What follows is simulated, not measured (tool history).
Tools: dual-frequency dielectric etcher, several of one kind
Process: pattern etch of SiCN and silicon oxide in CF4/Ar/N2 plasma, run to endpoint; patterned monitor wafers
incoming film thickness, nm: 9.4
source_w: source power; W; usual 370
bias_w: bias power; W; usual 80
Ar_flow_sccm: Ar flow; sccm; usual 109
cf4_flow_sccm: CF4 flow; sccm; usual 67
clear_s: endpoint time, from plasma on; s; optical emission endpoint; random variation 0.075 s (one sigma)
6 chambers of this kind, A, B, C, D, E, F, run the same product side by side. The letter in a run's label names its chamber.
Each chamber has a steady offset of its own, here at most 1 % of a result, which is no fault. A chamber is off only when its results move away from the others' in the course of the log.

run   hour  source_w  bias_w  Ar_flow_sccm  cf4_flow_sccm  clear_s
       3.3  -- chamber D: Ar flow controller replaced
 1B    6.9       370      80           109             67   12.649
 2C   13.8       370      80           109             67   12.872
      17.2  -- chamber F: bias power generator calibrated
 3E   18.3       370      80           109             67   12.742
 4D   23.7       370      80           109             67   12.688
 5F   29.1       370      80           109             67   12.856
 6A   37.1       370      80           109             67   12.948
 7E   45.3       370      80           109             67   12.629
 8A   51.4       370      80           109             67   12.739
 9B     60       370      80           109             67   12.735
10D   64.5       370      80           109             67    12.59
11F   70.4       370      80           109             67    12.68
12C   78.1       370      80           109             67   12.712
13A   83.1       370      80           109             67   12.721
14D   91.8       370      80           109             67   12.739
15B   99.5       370      80           109             67   12.812
16C  106.8       370      80           109             67   12.708
17F  113.8       370      80           109             67   12.869
18E  120.3       370      62           109             67   13.936
19E  127.4       370      62           109             67   13.988
20F  135.3       370      62           109             67   13.864
21B    144       370      62           109             67   14.002
22D    151       370      62           109             67   13.852
23C  159.6       370      62           109             67   13.912
     167.1  -- chamber B: wet clean of the chamber
24A  168.1       370      80           109             67    12.83
25A  172.4       370      80           109             54   13.104
26E  179.4       370      80           109             54   13.038
     181.4  -- chamber A: wet clean of the chamber
27B  186.3       370      80           109             54   13.169
28D  192.7       370      80           109             54   13.041
29F  196.6       370      80           109             54    13.18
30C  204.5       370      80           109             54   13.204
31F    209       370      80           109             67   12.696
     213.4  -- chamber D: wet clean of the chamber
32B    216       440      80           109             62   11.172
33C  221.5       440      80           109             62    11.18
34D  229.4       440      80           109             62   11.139
35E  237.3       440      80           109             62   11.061
36A  241.7       440      80           109             62   11.099

Is one chamber off against the others, does the gauge drift, or is nothing wrong? If a chamber is off, say which, and what the likeliest cause is.

No chamber stands off beyond its own small offset, and the gauge holds steady.
